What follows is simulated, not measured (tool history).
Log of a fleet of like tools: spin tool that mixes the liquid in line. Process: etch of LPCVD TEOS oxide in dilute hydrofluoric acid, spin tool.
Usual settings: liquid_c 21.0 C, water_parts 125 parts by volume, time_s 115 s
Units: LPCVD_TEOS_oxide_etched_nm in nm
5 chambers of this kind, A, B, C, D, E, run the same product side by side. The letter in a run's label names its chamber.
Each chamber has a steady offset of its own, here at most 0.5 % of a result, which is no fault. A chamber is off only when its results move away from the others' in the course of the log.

run   hour  liquid_c  water_parts  time_s  hours since the thermometer was replaced  hours since the hydrofluoric acid flow meter was replaced  read-back film thickness of the LPCVD TEOS oxide reference wafer, read on the same gauge (nm)  LPCVD_TEOS_oxide_etched_nm
 1C    4.0      21.0          125     115                                    1390.6                                                      985.7                                                                                         130.02                     13.3500
 2E    8.2      21.0          125     115                                    1132.0                                                     2098.7                                                                                         130.05                     13.4140
 3B   12.1      21.0          125     115                                     391.8                                                     1865.4                                                                                         129.98                     13.2230
 4D   15.4      21.0          125     115                                     320.6                                                      223.6                                                                                         129.99                     13.3890
 5A   19.8      17.5          125      55                                     326.8                                                      171.7                                                                                         130.02                      5.5833
 6E   24.0      17.5          125      55                                    1147.8                                                     2114.5                                                                                         129.99                      5.5807
 7B   26.9      17.5          125      55                                     406.6                                                     1880.2                                                                                         130.03                      5.5140
 8A   31.8      17.5          125      55                                     338.8                                                      183.7                                                                                         129.97                      5.5525
 9C   37.9      17.5          125      55                                    1424.5                                                     1019.6                                                                                         130.00                      5.5521
10D   42.4      21.0          125     115                                     347.6                                                      250.6                                                                                         129.99                     13.3090
11C   46.3      21.0          125     115                                    1432.9                                                     1028.0                                                                                         130.07                     13.5150
12D   51.2      21.0          100     150                                     356.4                                                      259.4                                                                                         130.02                     22.2780
13E   54.6      21.0          100     150                                    1178.4                                                     2145.1                                                                                         130.04                     22.4760
14A   58.2      21.0          100     150                                     365.2                                                      210.1                                                                                         129.95                     22.4930
15B   63.0      21.0          100     150                                     442.7                                                     1916.3                                                                                         129.98                     22.3550
16C   68.2      21.0          100     150                                    1454.8                                                     1049.9                                                                                         129.98                     22.4470
17B   73.0      21.0          170     115                                     452.7                                                     1926.3                                                                                         129.97                      9.3826
18A   78.7      21.0          170     115                                     385.7                                                      230.6                                                                                         129.94                      9.4380
19E   81.9      21.0          170     115                                    1205.7                                                     2172.4                                                                                         130.01                      9.4079
20D   85.2      21.0          170     115                                     390.4                                                      293.4                                                                                         130.00                      9.3918
21A   89.2      21.0          170     115                                     396.2                                                      241.1                                                                                         129.97                      9.3531
22D   95.4      21.0          125     115                                     400.6                                                      303.6                                                                                         129.99                     13.4030
23B  101.0      21.0          125     115                                     480.7                                                     1954.3                                                                                         130.00                     13.4350
24C  105.5      21.0          125     115                                    1492.1                                                     1087.2                                                                                         129.99                     13.4730
25E  110.3      21.0          125      70                                    1234.1                                                     2200.8                                                                                         130.01                      8.2143
26D  113.7      21.0          125      70                                     418.9                                                      321.9                                                                                         130.04                      8.1501
27E  119.7      21.0          125      70                                    1243.5                                                     2210.2                                                                                         130.02                      8.2556
28B  125.8      21.0          125      70                                     505.5                                                     1979.1                                                                                         129.99                      8.1292
29A  130.5      21.0          125      70                                     437.5                                                      282.4                                                                                         130.02                      8.1401
     130.7  -- chamber B: hydrofluoric acid flow meter replaced
30C  133.7      21.0          125     115                                    1520.3                                                     1115.4                                                                                         130.01                     13.3960
31D  137.7      21.0          125     115                                     442.9                                                      345.9                                                                                         129.98                     13.4090
32E  141.9      21.0          125     115                                    1265.7                                                     2232.4                                                                                         129.96                     13.5410
33B  145.6      21.0          150      75                                     525.3                                                       15.0                                                                                         130.04                      7.0265
34A  151.9      21.0          150      75                                     458.9                                                      303.8                                                                                         130.04                      7.1404
35C  157.9      21.0          150      75                                    1544.5                                                     1139.6                                                                                         130.02                      7.0793
36A  164.3      21.0          150      75                                     471.3                                                      316.2                                                                                         130.00                      7.1398
37E  169.7      21.0          150      75                                    1293.5                                                     2260.2                                                                                         130.00                      7.1207
38C  173.3      21.0          125     115                                    1559.9                                                     1155.0                                                                                         129.95                     13.3390
39B  176.7      21.0          125     115                                     556.4                                                       46.1                                                                                         130.03                     13.2940
40D  179.9      21.0          125     115                                     485.1                                                      388.1                                                                                         130.01                     13.3480

Is one chamber off against the others, does the gauge drift, or is nothing wrong? If a chamber is off, say which, and what the likeliest cause is.

No chamber stands off beyond its own small offset, and the gauge holds steady.
